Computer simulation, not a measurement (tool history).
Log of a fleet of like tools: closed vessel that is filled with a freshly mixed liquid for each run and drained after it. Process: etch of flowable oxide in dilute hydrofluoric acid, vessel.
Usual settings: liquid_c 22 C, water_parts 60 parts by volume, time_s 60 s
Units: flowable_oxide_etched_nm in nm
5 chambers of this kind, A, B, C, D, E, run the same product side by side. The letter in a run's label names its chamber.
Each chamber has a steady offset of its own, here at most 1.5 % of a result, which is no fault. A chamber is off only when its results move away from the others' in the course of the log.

run   hour  liquid_c  water_parts  time_s  read-back film thickness of the flowable oxide reference wafer, read on the same gauge (nm)  flowable_oxide_etched_nm
 1B    3.5        22           60      60                                                                                       29.988                     30.93
 2D    7.2        22           60      60                                                                                       30.016                    30.311
 3A     10        22           60      60                                                                                       29.995                    31.204
 4E   13.6        22           60      60                                                                                       30.035                    31.053
 5C   16.7        22           85      60                                                                                       30.037                    20.849
 6D   19.4        22           85      60                                                                                        29.99                     21.16
 7E   22.8        22           85      60                                                                                       30.019                    21.611
 8C   26.9        22           85      60                                                                                       29.988                    21.001
 9A     31        22           85      60                                                                                        29.99                    21.017
10B   34.1        22           60      60                                                                                       30.005                     30.34
11E   37.1        22           60      60                                                                                       30.026                    30.915
12C   40.5        22           60      60                                                                                       29.977                    30.289
13B   42.8        22           60      60                                                                                       29.995                    30.148
14D   47.3        22           60      60                                                                                       29.998                    30.367
15A     51        22           60      60                                                                                        30.01                    30.795
16A   53.6        22           60      60                                                                                       29.979                     30.64
17B   58.1        22           60      60                                                                                       29.998                    29.633
18E   61.7        25           60      90                                                                                       29.983                    53.433
19D   65.5        25           60      90                                                                                       30.005                    51.274
20C   69.3        25           60      90                                                                                       30.004                    52.154
      69.6  -- chamber A: hydrofluoric acid flow meter replaced
21C   72.7        25           60      90                                                                                       29.992                    51.375
22D   75.3        25           60      90                                                                                       29.948                    51.725
23B   79.9        22           60      60                                                                                       29.992                     30.22
24E     83        22           60      60                                                                                       30.015                    31.523
25A   86.6        22           60      60                                                                                       29.976                    30.888
26A   89.7        22           60      60                                                                                        30.02                    31.142
27B   93.9        22           60      60                                                                                       29.992                    30.006
28D   98.8        22           60      60                                                                                       30.011                    30.347
29C  103.1        22           60      60                                                                                       30.002                    30.781
30E  106.2        22           60      60                                                                                       29.997                    32.214
31A  110.2        22           75      60                                                                                       29.994                    24.564
32D  114.3        22           75      60                                                                                           30                    24.072
33B  116.5        22           75      60                                                                                       29.999                    23.604
34C  120.7        22           75      60                                                                                       30.022                    24.208
35E  124.6        22           75      60                                                                                       30.001                    25.277
36A    129        22           60      60                                                                                       29.967                    30.605
37D    133        26           60      60                                                                                       29.996                    36.264
38B  136.2        26           60      60                                                                                       29.994                    34.728
39E  138.5        26           60      60                                                                                       30.003                    39.502
     141.5  -- chamber B: hydrofluoric acid flow meter replaced
40C  141.6        26           60      60                                                                                       30.025                    35.907
41B  145.1        26           60      60                                                                                       29.989                    35.488
42C  147.5        22           60      60                                                                                       30.012                    30.451
43A    151        20           60      60                                                                                       30.015                    28.049

All 5 chambers run these settings next. Forecast each chamber's results:
44A  154.5        22           60      60                                                                                                                      ?
44B  154.5        22           60      60                                                                                                                      ?
44C  154.5        22           60      60                                                                                                                      ?
44D  154.5        22           60      60                                                                                                                      ?
44E  154.5        22           60      60                                                                                                                      ?

run  flowable_oxide_etched_nm
44A                    30.987
44B                    30.783
44C                    31.136
44D                    30.326
44E                    33.522
